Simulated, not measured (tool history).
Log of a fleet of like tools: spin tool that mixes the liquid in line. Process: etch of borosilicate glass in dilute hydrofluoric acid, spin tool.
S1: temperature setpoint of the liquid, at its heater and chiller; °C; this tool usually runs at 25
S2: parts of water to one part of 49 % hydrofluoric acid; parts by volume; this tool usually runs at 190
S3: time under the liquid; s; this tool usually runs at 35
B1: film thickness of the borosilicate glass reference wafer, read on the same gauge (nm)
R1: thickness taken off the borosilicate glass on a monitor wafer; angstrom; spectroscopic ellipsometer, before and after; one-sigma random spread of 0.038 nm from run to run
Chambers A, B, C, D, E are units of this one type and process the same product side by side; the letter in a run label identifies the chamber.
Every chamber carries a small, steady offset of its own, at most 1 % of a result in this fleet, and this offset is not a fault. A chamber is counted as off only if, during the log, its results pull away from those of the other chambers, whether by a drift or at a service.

-- hour=2.4 chamber B: thermometer replaced
run 1D hour=3.9 | S1=25 S2=190 S3=35 | B1=49.992 | R1=52.325
run 2E hour=8.3 | S1=25 S2=190 S3=35 | B1=49.987 | R1=52.486
run 3A hour=10.5 | S1=25 S2=190 S3=35 | B1=50.002 | R1=51.593
run 4B hour=14.8 | S1=25 S2=190 S3=35 | B1=50.042 | R1=52.198
run 5C hour=18.2 | S1=25 S2=190 S3=35 | B1=50.005 | R1=52.12
run 6C hour=20.9 | S1=25 S2=190 S3=35 | B1=50.019 | R1=52.727
run 7D hour=24.4 | S1=25 S2=190 S3=35 | B1=50.009 | R1=52.089
run 8B hour=27.5 | S1=25 S2=190 S3=35 | B1=49.993 | R1=51.915
run 9A hour=30.8 | S1=25 S2=190 S3=35 | B1=49.991 | R1=51.581
run 10E hour=33.4 | S1=25 S2=190 S3=35 | B1=50.011 | R1=51.841
run 11E hour=37.6 | S1=25 S2=190 S3=35 | B1=49.978 | R1=52.039
run 12B hour=42.2 | S1=23 S2=190 S3=35 | B1=50.013 | R1=47.172
run 13D hour=45 | S1=23 S2=190 S3=35 | B1=49.981 | R1=48.226
run 14C hour=48.2 | S1=23 S2=190 S3=35 | B1=49.985 | R1=48.73
run 15A hour=51.2 | S1=23 S2=190 S3=35 | B1=50.014 | R1=48.183
run 16A hour=54.1 | S1=23 S2=190 S3=35 | B1=50.013 | R1=48.246
run 17E hour=57.5 | S1=23 S2=190 S3=35 | B1=49.986 | R1=48.545
run 18D hour=62.2 | S1=23 S2=190 S3=35 | B1=50.012 | R1=48.026
run 19C hour=64.2 | S1=23 S2=190 S3=35 | B1=49.994 | R1=48.196
run 20B hour=68.8 | S1=23 S2=190 S3=35 | B1=49.979 | R1=47.426
run 21E hour=73.2 | S1=23 S2=190 S3=35 | B1=50.008 | R1=48.917
run 22D hour=76.2 | S1=25 S2=190 S3=35 | B1=49.973 | R1=51.766
run 23C hour=78.8 | S1=25 S2=190 S3=35 | B1=50.02 | R1=51.916
run 24B hour=83 | S1=28.5 S2=190 S3=15 | B1=50.007 | R1=24.524
run 25A hour=86.8 | S1=28.5 S2=190 S3=15 | B1=49.992 | R1=25.166
run 26D hour=90.9 | S1=28.5 S2=190 S3=15 | B1=49.999 | R1=25.222
run 27B hour=93.1 | S1=28.5 S2=190 S3=15 | B1=49.997 | R1=24.078
run 28A hour=96.7 | S1=28.5 S2=190 S3=15 | B1=50.022 | R1=25.243
run 29C hour=100.8 | S1=25 S2=190 S3=35 | B1=50.002 | R1=52.047
run 30E hour=104.1 | S1=25 S2=190 S3=35 | B1=49.99 | R1=52.682
run 31A hour=106.4 | S1=25 S2=190 S3=35 | B1=49.97 | R1=51.881
run 32D hour=110.2 | S1=25 S2=190 S3=35 | B1=49.98 | R1=52.351
run 33B hour=112.5 | S1=25 S2=190 S3=35 | B1=50.009 | R1=49.407
run 34C hour=115.5 | S1=25 S2=190 S3=35 | B1=50.015 | R1=52.718

Is one chamber out of step, is the gauge drifting, or do the chambers differ by no more than their own small offsets? For an off chamber, give its letter and the likeliest cause.

Little by little, chamber B moves away from the other chambers.
Likeliest cause: hydrofluoric acid flow below the setpoint (%) = 4.8.
It could be hard to tell apart here from: liquid colder than its thermometer reads (K).

Chamber B could run next with any of the 4 candidate recipes listed below; each alters the usual settings, and their results appear as question marks. Which one brings its results back in line with what the other chambers deliver on the usual settings?
Allowed miss from the other chambers' usual-settings mean, per result, to count as in line: R1 1.3 angstrom
run 35B-1 hour=118.9 | S1=25 S2=200 S3=35 | R1=?
run 35B-2 hour=118.9 | S1=24.5 S2=190 S3=35 | R1=?
run 35B-3 hour=118.9 | S1=25.5 S2=190 S3=35 | R1=?
run 35B-4 hour=118.9 | S1=25 S2=180 S3=35 | R1=?

Average result of the remaining chambers running the usual settings: R1 52.074 angstrom
run=35B-1 R1=46.146
run=35B-2 R1=48.273
run=35B-3 R1=50.053
run=35B-4 R1=52.498
Change 35B-4 lands the chamber within the allowed miss of the other chambers.

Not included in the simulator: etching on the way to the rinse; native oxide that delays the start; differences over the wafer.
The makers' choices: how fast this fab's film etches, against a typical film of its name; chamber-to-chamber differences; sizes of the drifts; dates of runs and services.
